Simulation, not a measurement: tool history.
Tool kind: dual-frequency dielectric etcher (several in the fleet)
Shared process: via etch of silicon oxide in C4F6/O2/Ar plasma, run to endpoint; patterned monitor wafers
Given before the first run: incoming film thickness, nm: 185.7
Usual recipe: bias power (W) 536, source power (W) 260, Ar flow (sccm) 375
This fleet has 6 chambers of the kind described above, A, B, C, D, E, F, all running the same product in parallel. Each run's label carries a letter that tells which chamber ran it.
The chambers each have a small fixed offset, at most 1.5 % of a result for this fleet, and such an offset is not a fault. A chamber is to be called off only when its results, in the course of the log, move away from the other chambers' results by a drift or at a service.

{"hour": 12.5, "done": "chamber E: wet clean of the chamber"}
{"run": "1F", "hour": 13.6, "bias power (W)": 536, "source power (W)": 260, "Ar flow (sccm)": 375, "endpoint time (s)": 47.732}
{"hour": 21.5, "done": "chamber D: wet clean of the chamber"}
{"run": "2C", "hour": 26.7, "bias power (W)": 536, "source power (W)": 260, "Ar flow (sccm)": 375, "endpoint time (s)": 48.341}
{"hour": 37.3, "done": "chamber A: wet clean of the chamber"}
{"run": "3A", "hour": 37.6, "bias power (W)": 536, "source power (W)": 260, "Ar flow (sccm)": 375, "endpoint time (s)": 47.875}
{"run": "4D", "hour": 46.9, "bias power (W)": 536, "source power (W)": 260, "Ar flow (sccm)": 375, "endpoint time (s)": 47.735}
{"run": "5E", "hour": 55.6, "bias power (W)": 536, "source power (W)": 260, "Ar flow (sccm)": 375, "endpoint time (s)": 47.724}
{"run": "6B", "hour": 70.7, "bias power (W)": 536, "source power (W)": 260, "Ar flow (sccm)": 375, "endpoint time (s)": 48.699}
{"hour": 75.1, "done": "chamber B: wet clean of the chamber"}
{"run": "7D", "hour": 82.1, "bias power (W)": 536, "source power (W)": 260, "Ar flow (sccm)": 375, "endpoint time (s)": 47.484}
{"run": "8F", "hour": 97.0, "bias power (W)": 536, "source power (W)": 260, "Ar flow (sccm)": 375, "endpoint time (s)": 47.463}
{"run": "9B", "hour": 107.0, "bias power (W)": 636, "source power (W)": 260, "Ar flow (sccm)": 375, "endpoint time (s)": 45.342}
{"run": "10C", "hour": 114.9, "bias power (W)": 636, "source power (W)": 260, "Ar flow (sccm)": 375, "endpoint time (s)": 45.134}
{"run": "11A", "hour": 128.9, "bias power (W)": 636, "source power (W)": 260, "Ar flow (sccm)": 375, "endpoint time (s)": 44.58}
{"run": "12E", "hour": 135.8, "bias power (W)": 636, "source power (W)": 260, "Ar flow (sccm)": 375, "endpoint time (s)": 44.802}
{"run": "13E", "hour": 148.1, "bias power (W)": 636, "source power (W)": 260, "Ar flow (sccm)": 375, "endpoint time (s)": 44.826}
{"run": "14C", "hour": 157.7, "bias power (W)": 636, "source power (W)": 260, "Ar flow (sccm)": 375, "endpoint time (s)": 45.425}
{"run": "15F", "hour": 166.2, "bias power (W)": 536, "source power (W)": 310, "Ar flow (sccm)": 332, "endpoint time (s)": 43.094}
{"run": "16B", "hour": 177.8, "bias power (W)": 536, "source power (W)": 310, "Ar flow (sccm)": 332, "endpoint time (s)": 44.48}
{"run": "17D", "hour": 191.2, "bias power (W)": 536, "source power (W)": 310, "Ar flow (sccm)": 332, "endpoint time (s)": 44.54}
{"run": "18A", "hour": 204.7, "bias power (W)": 536, "source power (W)": 310, "Ar flow (sccm)": 332, "endpoint time (s)": 44.459}
{"run": "19A", "hour": 214.1, "bias power (W)": 536, "source power (W)": 310, "Ar flow (sccm)": 332, "endpoint time (s)": 44.266}
{"run": "20E", "hour": 221.5, "bias power (W)": 536, "source power (W)": 310, "Ar flow (sccm)": 332, "endpoint time (s)": 44.428}
{"run": "21B", "hour": 229.1, "bias power (W)": 536, "source power (W)": 260, "Ar flow (sccm)": 375, "endpoint time (s)": 48.411}
{"run": "22F", "hour": 239.0, "bias power (W)": 536, "source power (W)": 240, "Ar flow (sccm)": 452, "endpoint time (s)": 48.638}
{"run": "23C", "hour": 251.5, "bias power (W)": 536, "source power (W)": 240, "Ar flow (sccm)": 452, "endpoint time (s)": 51.023}
{"run": "24D", "hour": 259.8, "bias power (W)": 536, "source power (W)": 240, "Ar flow (sccm)": 452, "endpoint time (s)": 50.3}
{"hour": 265.4, "done": "chamber B: bias power generator calibrated"}
{"run": "25B", "hour": 273.7, "bias power (W)": 536, "source power (W)": 240, "Ar flow (sccm)": 452, "endpoint time (s)": 50.786}
{"run": "26C", "hour": 285.8, "bias power (W)": 536, "source power (W)": 240, "Ar flow (sccm)": 452, "endpoint time (s)": 51.222}
{"run": "27D", "hour": 301.0, "bias power (W)": 536, "source power (W)": 240, "Ar flow (sccm)": 452, "endpoint time (s)": 50.394}
{"run": "28A", "hour": 310.9, "bias power (W)": 536, "source power (W)": 260, "Ar flow (sccm)": 375, "endpoint time (s)": 47.945}
{"run": "29F", "hour": 317.7, "bias power (W)": 459, "source power (W)": 260, "Ar flow (sccm)": 375, "endpoint time (s)": 48.297}
{"run": "30E", "hour": 330.4, "bias power (W)": 459, "source power (W)": 260, "Ar flow (sccm)": 375, "endpoint time (s)": 50.751}
{"run": "31E", "hour": 339.2, "bias power (W)": 459, "source power (W)": 260, "Ar flow (sccm)": 375, "endpoint time (s)": 51.039}
{"run": "32D", "hour": 348.8, "bias power (W)": 459, "source power (W)": 260, "Ar flow (sccm)": 375, "endpoint time (s)": 50.88}
{"run": "33F", "hour": 359.6, "bias power (W)": 459, "source power (W)": 260, "Ar flow (sccm)": 375, "endpoint time (s)": 48.029}
{"hour": 370.9, "done": "chamber C: wet clean of the chamber"}
{"run": "34A", "hour": 373.4, "bias power (W)": 459, "source power (W)": 260, "Ar flow (sccm)": 375, "endpoint time (s)": 51.007}
{"run": "35B", "hour": 380.7, "bias power (W)": 536, "source power (W)": 260, "Ar flow (sccm)": 375, "endpoint time (s)": 47.96}
{"run": "36C", "hour": 387.8, "bias power (W)": 536, "source power (W)": 260, "Ar flow (sccm)": 375, "endpoint time (s)": 48.48}

Next, every chamber runs the same settings. What will each give?
{"run": "37A", "hour": 399.0, "bias power (W)": 536, "source power (W)": 260, "Ar flow (sccm)": 375, "endpoint time (s)": "?"}
{"run": "37B", "hour": 399.0, "bias power (W)": 536, "source power (W)": 260, "Ar flow (sccm)": 375, "endpoint time (s)": "?"}
{"run": "37C", "hour": 399.0, "bias power (W)": 536, "source power (W)": 260, "Ar flow (sccm)": 375, "endpoint time (s)": "?"}
{"run": "37D", "hour": 399.0, "bias power (W)": 536, "source power (W)": 260, "Ar flow (sccm)": 375, "endpoint time (s)": "?"}
{"run": "37E", "hour": 399.0, "bias power (W)": 536, "source power (W)": 260, "Ar flow (sccm)": 375, "endpoint time (s)": "?"}
{"run": "37F", "hour": 399.0, "bias power (W)": 536, "source power (W)": 260, "Ar flow (sccm)": 375, "endpoint time (s)": "?"}

run=37A endpoint_time_(s)=48.152
run=37B endpoint_time_(s)=48.11
run=37C endpoint_time_(s)=48.846
run=37D endpoint_time_(s)=47.981
run=37E endpoint_time_(s)=47.807
run=37F endpoint_time_(s)=45.388
